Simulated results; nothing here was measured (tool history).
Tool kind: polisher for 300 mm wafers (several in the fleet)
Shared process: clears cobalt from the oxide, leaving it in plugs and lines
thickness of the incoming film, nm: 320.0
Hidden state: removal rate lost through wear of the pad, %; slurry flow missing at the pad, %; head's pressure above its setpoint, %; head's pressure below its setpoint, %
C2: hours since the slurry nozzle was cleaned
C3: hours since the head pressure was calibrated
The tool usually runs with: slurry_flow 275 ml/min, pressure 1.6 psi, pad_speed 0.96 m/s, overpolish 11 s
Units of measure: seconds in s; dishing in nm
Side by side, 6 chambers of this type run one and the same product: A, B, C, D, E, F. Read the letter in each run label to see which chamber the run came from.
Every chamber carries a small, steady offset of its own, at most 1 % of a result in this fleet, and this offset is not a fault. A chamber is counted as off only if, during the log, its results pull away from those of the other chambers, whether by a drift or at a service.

run 1C hour=3.8 | slurry_flow=275 pressure=1.6 pad_speed=0.96 overpolish=11 | wafers_polished_on_this_pad=1158 C2=87.3 C3=1005.7 | seconds=80.024 dishing=29.125
run 2A hour=7.6 | slurry_flow=275 pressure=1.6 pad_speed=0.96 overpolish=11 | wafers_polished_on_this_pad=371 C2=752.0 C3=595.0 | seconds=80.068 dishing=29.765
run 3D hour=12.1 | slurry_flow=275 pressure=1.6 pad_speed=0.96 overpolish=11 | wafers_polished_on_this_pad=318 C2=256.9 C3=149.8 | seconds=76.148 dishing=29.599
-- hour=18.3 chamber F: slurry nozzle cleaned
run 4B hour=19.3 | slurry_flow=275 pressure=1.6 pad_speed=0.96 overpolish=11 | wafers_polished_on_this_pad=507 C2=668.2 C3=301.3 | seconds=76.510 dishing=29.403
run 5F hour=25.2 | slurry_flow=275 pressure=1.6 pad_speed=0.96 overpolish=11 | wafers_polished_on_this_pad=654 C2=6.9 C3=933.0 | seconds=78.326 dishing=28.804
-- hour=25.6 chamber C: worn pad replaced by a new one
-- hour=29.6 chamber A: worn pad replaced by a new one
run 6E hour=32.5 | slurry_flow=275 pressure=1.6 pad_speed=0.76 overpolish=16 | wafers_polished_on_this_pad=527 C2=463.0 C3=310.3 | seconds=98.111 dishing=32.006
-- hour=35.2 chamber D: slurry nozzle cleaned
run 7D hour=38.0 | slurry_flow=275 pressure=1.6 pad_speed=0.76 overpolish=16 | wafers_polished_on_this_pad=573 C2=2.8 C3=175.7 | seconds=99.313 dishing=32.042
run 8A hour=45.4 | slurry_flow=275 pressure=1.6 pad_speed=0.76 overpolish=16 | wafers_polished_on_this_pad=156 C2=789.8 C3=632.8 | seconds=96.078 dishing=32.210
run 9F hour=53.0 | slurry_flow=275 pressure=1.6 pad_speed=0.76 overpolish=16 | wafers_polished_on_this_pad=928 C2=34.7 C3=960.8 | seconds=100.090 dishing=32.206
-- hour=53.8 chamber B: worn pad replaced by a new one
-- hour=54.9 chamber D: worn pad replaced by a new one
run 10C hour=57.0 | slurry_flow=275 pressure=1.6 pad_speed=0.76 overpolish=16 | wafers_polished_on_this_pad=309 C2=140.5 C3=1058.9 | seconds=100.600 dishing=30.944
-- hour=65.1 chamber E: worn pad replaced by a new one
run 11B hour=65.1 | slurry_flow=275 pressure=1.6 pad_speed=0.76 overpolish=16 | wafers_polished_on_this_pad=112 C2=714.0 C3=347.1 | seconds=97.124 dishing=31.974
-- hour=65.8 chamber A: head pressure recalibrated
run 12E hour=70.2 | slurry_flow=275 pressure=1.6 pad_speed=0.96 overpolish=11 | wafers_polished_on_this_pad=50 C2=500.7 C3=348.0 | seconds=77.103 dishing=30.634
run 13F hour=75.6 | slurry_flow=275 pressure=1.6 pad_speed=0.96 overpolish=15 | wafers_polished_on_this_pad=1151 C2=57.3 C3=983.4 | seconds=79.446 dishing=35.066
run 14D hour=82.8 | slurry_flow=275 pressure=1.6 pad_speed=0.96 overpolish=15 | wafers_polished_on_this_pad=275 C2=47.6 C3=220.5 | seconds=74.821 dishing=34.127
run 15E hour=86.5 | slurry_flow=275 pressure=1.6 pad_speed=0.96 overpolish=15 | wafers_polished_on_this_pad=211 C2=517.0 C3=364.3 | seconds=77.199 dishing=34.896
-- hour=87.5 chamber A: worn pad replaced by a new one
run 16A hour=90.8 | slurry_flow=275 pressure=1.6 pad_speed=0.96 overpolish=15 | wafers_polished_on_this_pad=33 C2=835.2 C3=25.1 | seconds=76.727 dishing=36.107
-- hour=93.4 chamber C: head pressure recalibrated
run 17C hour=98.2 | slurry_flow=275 pressure=1.6 pad_speed=0.96 overpolish=15 | wafers_polished_on_this_pad=715 C2=181.7 C3=4.8 | seconds=78.766 dishing=35.117
run 18B hour=104.2 | slurry_flow=275 pressure=1.6 pad_speed=0.96 overpolish=15 | wafers_polished_on_this_pad=497 C2=753.1 C3=386.2 | seconds=77.819 dishing=35.663
run 19F hour=109.4 | slurry_flow=275 pressure=1.6 pad_speed=0.96 overpolish=11 | wafers_polished_on_this_pad=1484 C2=91.1 C3=1017.2 | seconds=77.726 dishing=29.505
run 20A hour=116.8 | slurry_flow=275 pressure=1.6 pad_speed=0.96 overpolish=11 | wafers_polished_on_this_pad=289 C2=861.2 C3=51.1 | seconds=79.347 dishing=30.155
run 21E hour=120.3 | slurry_flow=220 pressure=1.6 pad_speed=0.96 overpolish=11 | wafers_polished_on_this_pad=544 C2=550.8 C3=398.1 | seconds=79.447 dishing=29.367
-- hour=121.0 chamber B: head pressure recalibrated
-- hour=127.2 chamber C: slurry nozzle cleaned
run 22C hour=127.4 | slurry_flow=220 pressure=1.6 pad_speed=0.96 overpolish=11 | wafers_polished_on_this_pad=1003 C2=0.2 C3=34.0 | seconds=76.358 dishing=28.846
run 23B hour=131.8 | slurry_flow=220 pressure=1.6 pad_speed=0.96 overpolish=11 | wafers_polished_on_this_pad=769 C2=780.7 C3=10.9 | seconds=80.437 dishing=28.454
run 24D hour=139.8 | slurry_flow=220 pressure=1.6 pad_speed=0.96 overpolish=11 | wafers_polished_on_this_pad=836 C2=104.6 C3=277.5 | seconds=77.090 dishing=29.386
-- hour=141.4 chamber B: worn pad replaced by a new one
run 25E hour=143.4 | slurry_flow=220 pressure=1.6 pad_speed=0.96 overpolish=11 | wafers_polished_on_this_pad=772 C2=573.9 C3=421.2 | seconds=79.844 dishing=29.110
-- hour=143.9 chamber A: worn pad replaced by a new one
-- hour=144.0 chamber D: worn pad replaced by a new one
run 26B hour=149.0 | slurry_flow=220 pressure=1.6 pad_speed=0.96 overpolish=11 | wafers_polished_on_this_pad=75 C2=797.9 C3=28.1 | seconds=77.593 dishing=28.920
run 27A hour=152.8 | slurry_flow=275 pressure=1.6 pad_speed=0.96 overpolish=11 | wafers_polished_on_this_pad=87 C2=897.2 C3=87.1 | seconds=80.143 dishing=29.926
-- hour=156.5 chamber E: worn pad replaced by a new one
run 28C hour=156.9 | slurry_flow=275 pressure=1.6 pad_speed=0.96 overpolish=11 | wafers_polished_on_this_pad=1293 C2=29.7 C3=63.5 | seconds=78.454 dishing=29.420
-- hour=163.6 chamber C: worn pad replaced by a new one
run 29D hour=163.6 | slurry_flow=275 pressure=2.1 pad_speed=0.96 overpolish=8 | wafers_polished_on_this_pad=193 C2=128.4 C3=301.3 | seconds=58.641 dishing=29.269
run 30F hour=170.4 | slurry_flow=275 pressure=2.1 pad_speed=0.96 overpolish=8 | wafers_polished_on_this_pad=2085 C2=152.1 C3=1078.2 | seconds=63.333 dishing=27.401
run 31D hour=174.9 | slurry_flow=275 pressure=2.1 pad_speed=0.96 overpolish=8 | wafers_polished_on_this_pad=304 C2=139.7 C3=312.6 | seconds=58.406 dishing=28.205
-- hour=175.1 chamber B: slurry nozzle cleaned
run 32E hour=179.3 | slurry_flow=275 pressure=2.1 pad_speed=0.96 overpolish=8 | wafers_polished_on_this_pad=224 C2=609.8 C3=457.1 | seconds=59.637 dishing=27.207
-- hour=182.6 chamber A: slurry nozzle cleaned
run 33A hour=184.7 | slurry_flow=275 pressure=2.1 pad_speed=0.96 overpolish=8 | wafers_polished_on_this_pad=402 C2=2.2 C3=119.0 | seconds=61.136 dishing=28.597
run 34B hour=191.5 | slurry_flow=275 pressure=2.1 pad_speed=0.96 overpolish=8 | wafers_polished_on_this_pad=494 C2=16.4 C3=70.6 | seconds=56.701 dishing=28.490
run 35C hour=199.5 | slurry_flow=275 pressure=1.3 pad_speed=0.96 overpolish=11 | wafers_polished_on_this_pad=353 C2=72.3 C3=106.1 | seconds=96.727 dishing=26.094
run 36F hour=203.4 | slurry_flow=275 pressure=1.3 pad_speed=0.96 overpolish=11 | wafers_polished_on_this_pad=2410 C2=185.1 C3=1111.2 | seconds=107.340 dishing=24.097
-- hour=205.5 chamber A: worn pad replaced by a new one
run 37B hour=207.8 | slurry_flow=275 pressure=1.3 pad_speed=0.96 overpolish=11 | wafers_polished_on_this_pad=654 C2=32.7 C3=86.9 | seconds=94.788 dishing=24.880
run 38A hour=215.5 | slurry_flow=275 pressure=1.3 pad_speed=0.96 overpolish=11 | wafers_polished_on_this_pad=99 C2=33.0 C3=149.8 | seconds=97.438 dishing=25.284
run 39E hour=219.3 | slurry_flow=275 pressure=1.3 pad_speed=0.96 overpolish=11 | wafers_polished_on_this_pad=618 C2=649.8 C3=497.1 | seconds=95.606 dishing=25.836

Predict what each chamber gives when all 6 of them run the settings below next.
run 40A hour=225.1 | slurry_flow=275 pressure=2.0 pad_speed=0.96 overpolish=11 | seconds=? dishing=?
run 40B hour=225.1 | slurry_flow=275 pressure=2.0 pad_speed=0.96 overpolish=11 | seconds=? dishing=?
run 40C hour=225.1 | slurry_flow=275 pressure=2.0 pad_speed=0.96 overpolish=11 | seconds=? dishing=?
run 40D hour=225.1 | slurry_flow=275 pressure=2.0 pad_speed=0.96 overpolish=11 | seconds=? dishing=?
run 40E hour=225.1 | slurry_flow=275 pressure=2.0 pad_speed=0.96 overpolish=11 | seconds=? dishing=?
run 40F hour=225.1 | slurry_flow=275 pressure=2.0 pad_speed=0.96 overpolish=11 | seconds=? dishing=?

run=40A seconds=61.686 dishing=34.147
run=40B seconds=62.474 dishing=32.964
run=40C seconds=63.715 dishing=33.313
run=40D seconds=61.160 dishing=32.942
run=40E seconds=62.163 dishing=34.073
run=40F seconds=69.304 dishing=31.544
